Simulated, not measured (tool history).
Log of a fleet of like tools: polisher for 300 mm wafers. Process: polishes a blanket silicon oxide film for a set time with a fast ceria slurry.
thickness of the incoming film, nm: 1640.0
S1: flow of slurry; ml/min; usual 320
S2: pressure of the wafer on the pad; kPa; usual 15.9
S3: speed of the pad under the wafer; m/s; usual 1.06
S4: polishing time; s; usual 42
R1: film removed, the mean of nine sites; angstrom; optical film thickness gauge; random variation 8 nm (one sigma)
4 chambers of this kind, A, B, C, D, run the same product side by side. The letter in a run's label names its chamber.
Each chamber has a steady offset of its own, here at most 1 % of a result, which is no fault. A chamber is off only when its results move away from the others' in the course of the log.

run   hour   S1    S2    S3  S4      R1
 1D    6.4  320  15.9  1.06  42  6073.5
 2C     10  320  15.9  1.06  42    6053
 3A   14.6  320  15.9  1.06  42  6081.6
 4B   20.3  320  15.9  1.06  42    5839
 5D   25.5  320  15.9  1.06  42  6013.8
      27.3  -- chamber B: worn pad replaced by a new one
      29.6  -- chamber C: worn pad replaced by a new one
 6C   32.5  320  15.9  1.06  42  6070.8
 7B   37.6  320  15.9  1.06  42  5926.1
 8A   42.9  320  18.6  1.06  51  8594.7
 9B   46.7  320  18.6  1.06  51  8305.9
      46.9  -- chamber D: worn pad replaced by a new one
10D   51.9  320  18.6  1.06  51  8617.3
      52.5  -- chamber A: head pressure recalibrated
11A   57.4  320  18.6  1.06  51  8839.9
12C   61.1  320  15.9  1.06  42  6042.1
13A   68.7  320  11.7  0.76  42  3171.9
14C     74  320  11.7  0.76  42  3227.1
      78.1  -- chamber B: worn pad replaced by a new one
15D   78.2  320  11.7  0.76  42  3189.5
16B   84.6  320  11.7  0.76  42  3150.9
        89  -- chamber D: worn pad replaced by a new one
17B     91  320  15.9  1.06  42    6059
      93.2  -- chamber C: worn pad replaced by a new one
18C   95.3  320  15.9  1.06  42  6096.1
19D  101.2  320  15.9  1.06  42  5956.9
20A  106.2  320  15.9  1.06  42  6116.6
21A  112.8  320  15.9  1.06  42    5977
22B  116.7  320  18.6  1.06  42  6956.6
     120.4  -- chamber B: worn pad replaced by a new one
23D  124.1  320  18.6  1.06  42    7021
24C  128.4  320  18.6  1.06  42  6993.5
25B  135.8  320  18.6  1.06  42  7008.3
     137.6  -- chamber D: worn pad replaced by a new one
26C  140.1  320  15.9  1.06  42  6131.3
27A  143.9  320  15.9  1.06  42  5946.9
28D    151  320  15.9  1.06  42  5930.2
29A    155  215  11.7  1.06  42  4111.3
30C  160.5  215  11.7  1.06  42  4327.6
       161  -- chamber C: worn pad replaced by a new one
31B  166.9  215  11.7  1.06  42  4136.6
     168.2  -- chamber B: worn pad replaced by a new one
32D  173.7  215  11.7  1.06  42  4226.9
33A  180.3  320  15.9   1.3  50  8378.1
34C  185.8  320  15.9   1.3  50    8792
35B  189.7  320  15.9   1.3  50    8797
     190.1  -- chamber D: worn pad replaced by a new one
36D  193.2  320  15.9   1.3  50  8920.6
37A  196.9  320  15.9  1.06  42  5616.9
38B    204  320  15.9  1.06  42  5958.4
39D  209.9  320  15.9  1.06  42  6067.3
40C  217.4  320  15.9  1.06  42  5956.5
       221  -- chamber B: worn pad replaced by a new one
41B  224.7  320  15.9  1.06  42  5937.4
     227.2  -- chamber C: worn pad replaced by a new one
42C  229.9  320  15.9  1.06  42  6044.8
43D  234.2  320  15.9  1.06  42  5985.5

Is one chamber off against the others, does the gauge drift, or is nothing wrong? If a chamber is off, say which, and what the likeliest cause is.

Chamber A drifts away from the others.
Cause: removal rate lost through wear of the pad, % = 12.2.
The log may not tell that from: head's pressure below its setpoint, %.

Here are 4 candidates for chamber A's next run, each the usual settings with a change, their results left as question marks. Which one brings its results back in line with what the others give on the usual settings?
In line means no further than this from the other chambers' mean on the usual settings: R1 280 angstrom
44A-1  239.7  320  16.5   1.1  44   ?
44A-2  239.7  315  15.9  0.88  42   ?
44A-3  239.7  320  19.3  1.06  42   ?
44A-4  239.7  320  15.9  1.06  37   ?

The other chambers' mean on the usual settings: R1 5989.6 angstrom
  run      R1
44A-1  6061.1
44A-2  4413.8
44A-3  6505.1
44A-4  4703.7
44A-1 brings the chamber back in line.
